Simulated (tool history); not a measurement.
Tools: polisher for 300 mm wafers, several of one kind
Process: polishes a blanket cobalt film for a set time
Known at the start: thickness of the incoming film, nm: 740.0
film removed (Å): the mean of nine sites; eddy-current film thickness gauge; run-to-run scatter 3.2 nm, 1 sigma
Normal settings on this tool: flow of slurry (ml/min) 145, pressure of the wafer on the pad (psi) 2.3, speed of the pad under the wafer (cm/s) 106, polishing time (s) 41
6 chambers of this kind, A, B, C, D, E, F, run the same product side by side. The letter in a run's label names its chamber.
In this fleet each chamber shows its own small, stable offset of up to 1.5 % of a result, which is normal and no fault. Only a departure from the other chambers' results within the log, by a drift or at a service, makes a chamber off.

run   hour  flow of slurry (ml/min)  pressure of the wafer on the pad (psi)  speed of the pad under the wafer (cm/s)  polishing time (s)  wafers polished on this pad  hours since the slurry nozzle was cleaned  hours since the head pressure was calibrated  film removed (Å)
 1F    7.3                      145                                     2.3                                      106                  41                         1260                                      128.7                                         150.9            3007.0
 2A   20.9                      145                                     2.3                                      106                  41                         1179                                      193.0                                         106.9            2894.4
      31.5  -- chamber F: worn pad replaced by a new one
 3D   32.6                      145                                     2.3                                      106                  41                         1039                                      120.4                                         230.5            2911.3
 4E   45.9                      145                                     2.3                                      106                  41                         1295                                      652.5                                         314.2            2987.7
      50.7  -- chamber D: worn pad replaced by a new one
      57.4  -- chamber A: worn pad replaced by a new one
 5B   57.4                      145                                     2.3                                      106                  41                         1456                                      389.9                                         614.9            2978.9
      61.9  -- chamber E: worn pad replaced by a new one
      64.0  -- chamber C: worn pad replaced by a new one
 6C   69.2                      145                                     2.3                                      106                  41                           73                                      161.3                                         420.6            2993.5
 7C   83.3                      145                                     2.3                                      106                  41                          269                                      175.4                                         434.7            2952.5
 8B   95.1                      145                                     2.3                                      106                  41                         1980                                      427.6                                         652.6            2963.4
 9A  107.7                      145                                     2.3                                      106                  41                          700                                      279.8                                         193.7            2971.4
10D  115.4                      145                                     2.3                                      106                  41                          902                                      203.2                                         313.3            2930.9
11F  124.3                      145                                     2.3                                      106                  41                         1293                                      245.7                                         267.9            2980.0
12E  134.5                      145                                     2.3                                      106                  41                         1011                                      741.1                                         402.8            2932.7
     137.0  -- chamber E: slurry nozzle cleaned
     138.8  -- chamber F: worn pad replaced by a new one
     142.1  -- chamber C: slurry nozzle cleaned
13C  149.2                      145                                     2.3                                      106                  41                         1186                                        7.1                                         500.6            2934.5
14E  161.2                      145                                     2.3                                       90                  41                         1383                                       24.2                                         429.5            2556.1
     163.1  -- chamber A: worn pad replaced by a new one
15B  169.6                      145                                     2.3                                       90                  41                         3018                                      502.1                                         727.1            2478.4
     171.7  -- chamber D: worn pad replaced by a new one
     176.4  -- chamber A: head pressure recalibrated
     177.2  -- chamber C: worn pad replaced by a new one
     182.0  -- chamber E: worn pad replaced by a new one
16F  182.2                      145                                     2.3                                       90                  41                          604                                      303.6                                         325.8            2514.8
17D  197.3                      145                                     2.3                                       90                  41                          357                                      285.1                                         395.2            2493.6
     201.0  -- chamber A: slurry nozzle cleaned
18A  211.5                      145                                     2.3                                       90                  41                          674                                       10.5                                          35.1            2500.5
19E  223.5                      145                                     2.3                                       90                  41                          578                                       86.5                                         491.8            2572.2
20A  236.1                      145                                     2.3                                      106                  41                         1017                                       35.1                                          59.7            2941.1
     249.1  -- chamber F: worn pad replaced by a new one
21B  249.1                      145                                     2.3                                      106                  41                         4125                                      581.6                                         806.6            2900.8
22C  257.9                      145                                     2.3                                      106                  41                         1124                                      115.8                                         609.3            2948.9
23F  272.4                      145                                     2.3                                      106                  41                          325                                      393.8                                         416.0            2990.6
     274.1  -- chamber A: worn pad replaced by a new one
     276.7  -- chamber C: worn pad replaced by a new one
24D  283.7                      145                                     2.3                                      106                  41                         1560                                      371.5                                         481.6            2931.0
     291.0  -- chamber D: worn pad replaced by a new one
     292.9  -- chamber E: worn pad replaced by a new one
25B  298.4                      145                                     2.3                                      106                  41                         4811                                      630.9                                         855.9            2879.9
     303.8  -- chamber D: slurry nozzle cleaned
     304.0  -- chamber F: slurry nozzle cleaned
26C  314.1                      145                                     2.3                                      106                  41                          521                                      172.0                                         665.5            2911.1
27E  324.9                      145                                     2.3                                      106                  41                          446                                      187.9                                         593.2            2980.1
     329.6  -- chamber B: slurry nozzle cleaned
28A  335.2                      145                                     2.3                                      106                  41                          851                                      134.2                                         158.8            2995.8
29F  349.0                      145                                     2.3                                      106                  41                         1391                                       45.1                                         492.6            2979.5
     355.5  -- chamber F: head pressure recalibrated
     356.1  -- chamber C: slurry nozzle cleaned
     361.1  -- chamber F: worn pad replaced by a new one
30D  362.9                      145                                     2.3                                      106                  41                         1002                                       59.2                                         560.8            2985.7
     367.1  -- chamber C: worn pad replaced by a new one
31E  372.4                      145                                     2.3                                      106                  41                         1107                                      235.4                                         640.7            2935.9
     379.5  -- chamber B: head pressure recalibrated
32F  386.8                      145                                     2.3                                      106                  41                          359                                       82.9                                          31.3            2962.4
     389.0  -- chamber A: worn pad replaced by a new one
33C  394.8                      145                                     2.3                                      106                  41                          386                                       38.8                                         746.2            2958.2
     398.6  -- chamber E: worn pad replaced by a new one
     404.7  -- chamber D: worn pad replaced by a new one
34A  404.9                      145                                     2.3                                      106                  41                          222                                      203.9                                         228.5            2937.0
35D  420.9                      145                                     2.3                                      106                  41                          226                                      117.2                                         618.8            2901.6
36B  435.0                      145                                     2.3                                      106                  41                         6713                                      105.5                                          55.6            2765.8
37C  446.9                      145                                     2.3                                      106                  41                         1111                                       90.9                                         798.3            2955.3
     458.9  -- chamber F: worn pad replaced by a new one
38F  461.2                      145                                     2.3                                      106                  29                           32                                      157.3                                         105.7            2096.0
     464.2  -- chamber A: head pressure recalibrated
39D  474.1                      145                                     2.3                                      106                  29                          967                                      170.4                                         672.0            2106.2
     489.2  -- chamber E: worn pad replaced by a new one
40E  489.8                      145                                     2.3                                      106                  29                            8                                      352.8                                         758.1            2105.2
     497.3  -- chamber A: worn pad replaced by a new one
41B  504.2                      145                                     2.3                                      106                  29                         7677                                      174.7                                         124.8            1924.9
42A  516.6                      145                                     2.3                                      106                  29                          269                                      315.6                                          52.5            2101.2
43A  527.5                      145                                     2.3                                      106                  29                          420                                      326.5                                          63.4            2071.8

The same settings go to every chamber for the next run, one line per chamber below. Forecast the results for each:
44A  539.3                      145                                     2.3                                      106                  41                                                                                                                                       ?
44B  539.3                      145                                     2.3                                      106                  41                                                                                                                                       ?
44C  539.3                      145                                     2.3                                      106                  41                                                                                                                                       ?
44D  539.3                      145                                     2.3                                      106                  41                                                                                                                                       ?
44E  539.3                      145                                     2.3                                      106                  41                                                                                                                                       ?
44F  539.3                      145                                     2.3                                      106                  41                                                                                                                                       ?

run  film removed (Å)
44A            2950.4
44B            2678.2
44C            2886.4
44D            2917.7
44E            2967.6
44F            2975.3
